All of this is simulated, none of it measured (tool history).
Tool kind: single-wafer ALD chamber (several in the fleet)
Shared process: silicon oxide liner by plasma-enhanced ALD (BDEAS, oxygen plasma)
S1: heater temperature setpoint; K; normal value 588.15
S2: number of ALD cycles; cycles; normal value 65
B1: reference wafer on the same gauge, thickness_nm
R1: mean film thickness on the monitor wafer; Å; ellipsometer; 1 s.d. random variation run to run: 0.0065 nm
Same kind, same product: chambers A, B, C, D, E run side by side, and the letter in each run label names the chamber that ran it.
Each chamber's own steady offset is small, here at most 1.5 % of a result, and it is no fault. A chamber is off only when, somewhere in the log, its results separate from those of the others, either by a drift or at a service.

run 1D hour=3.7 | S1=588.15 S2=65 | B1=6.8232 | R1=59.131
run 2B hour=7.3 | S1=588.15 S2=65 | B1=6.8232 | R1=58.762
run 3C hour=11 | S1=588.15 S2=65 | B1=6.8211 | R1=59.297
run 4A hour=14.6 | S1=588.15 S2=65 | B1=6.8247 | R1=59.889
run 5E hour=17.4 | S1=593.15 S2=76 | B1=6.8244 | R1=68.24
run 6D hour=22.1 | S1=593.15 S2=76 | B1=6.8229 | R1=69.033
run 7C hour=25.3 | S1=593.15 S2=76 | B1=6.8283 | R1=68.913
run 8E hour=28.4 | S1=593.15 S2=76 | B1=6.826 | R1=68.232
run 9B hour=31.6 | S1=593.15 S2=76 | B1=6.8286 | R1=68.351
run 10A hour=34.5 | S1=588.15 S2=65 | B1=6.8288 | R1=59.868
run 11C hour=39.3 | S1=588.15 S2=65 | B1=6.8298 | R1=59.254
run 12D hour=41.8 | S1=588.15 S2=65 | B1=6.8277 | R1=59.337
run 13A hour=45.8 | S1=588.15 S2=65 | B1=6.832 | R1=59.97
run 14B hour=49.5 | S1=588.15 S2=65 | B1=6.8325 | R1=58.921
run 15E hour=54.6 | S1=588.15 S2=65 | B1=6.8333 | R1=58.827
run 16D hour=59 | S1=588.15 S2=65 | B1=6.8341 | R1=59.284
run 17C hour=63.2 | S1=588.15 S2=65 | B1=6.8345 | R1=59.389
run 18E hour=65.6 | S1=588.15 S2=65 | B1=6.8369 | R1=58.867
run 19A hour=68.2 | S1=588.15 S2=65 | B1=6.8356 | R1=59.814
run 20B hour=71.6 | S1=588.15 S2=65 | B1=6.8377 | R1=58.926
run 21B hour=74.4 | S1=588.15 S2=65 | B1=6.8393 | R1=58.891
run 22A hour=78.1 | S1=588.15 S2=65 | B1=6.8393 | R1=59.869
run 23E hour=80.4 | S1=588.15 S2=65 | B1=6.8395 | R1=58.821
run 24C hour=85.2 | S1=588.15 S2=65 | B1=6.8397 | R1=59.406
run 25D hour=87.7 | S1=588.15 S2=65 | B1=6.8423 | R1=59.413
run 26A hour=92.4 | S1=601.15 S2=71 | B1=6.8422 | R1=64.36
-- hour=96.1 chamber B: thermocouple changed; heater temperature recalibrated
run 27B hour=97.1 | S1=601.15 S2=71 | B1=6.8427 | R1=63.183
run 28C hour=102.3 | S1=601.15 S2=71 | B1=6.8455 | R1=63.756
run 29D hour=106 | S1=601.15 S2=71 | B1=6.8468 | R1=63.87
run 30E hour=109.3 | S1=601.15 S2=71 | B1=6.8479 | R1=63.237
run 31E hour=113.1 | S1=588.15 S2=65 | B1=6.8481 | R1=59.001
run 32D hour=116.5 | S1=588.15 S2=65 | B1=6.8491 | R1=59.557
run 33B hour=120.6 | S1=588.15 S2=65 | B1=6.8501 | R1=58.927
run 34A hour=123.9 | S1=588.15 S2=65 | B1=6.8505 | R1=60.018

One chamber off, gauge drift, or nothing amiss beyond the chambers' own small offsets? If it is a chamber, which one, and what is the likeliest cause?

Gauge drift. The chambers move together only on paper, and none stands off.
What lies behind it: gauge reads high (%) = 0.455.
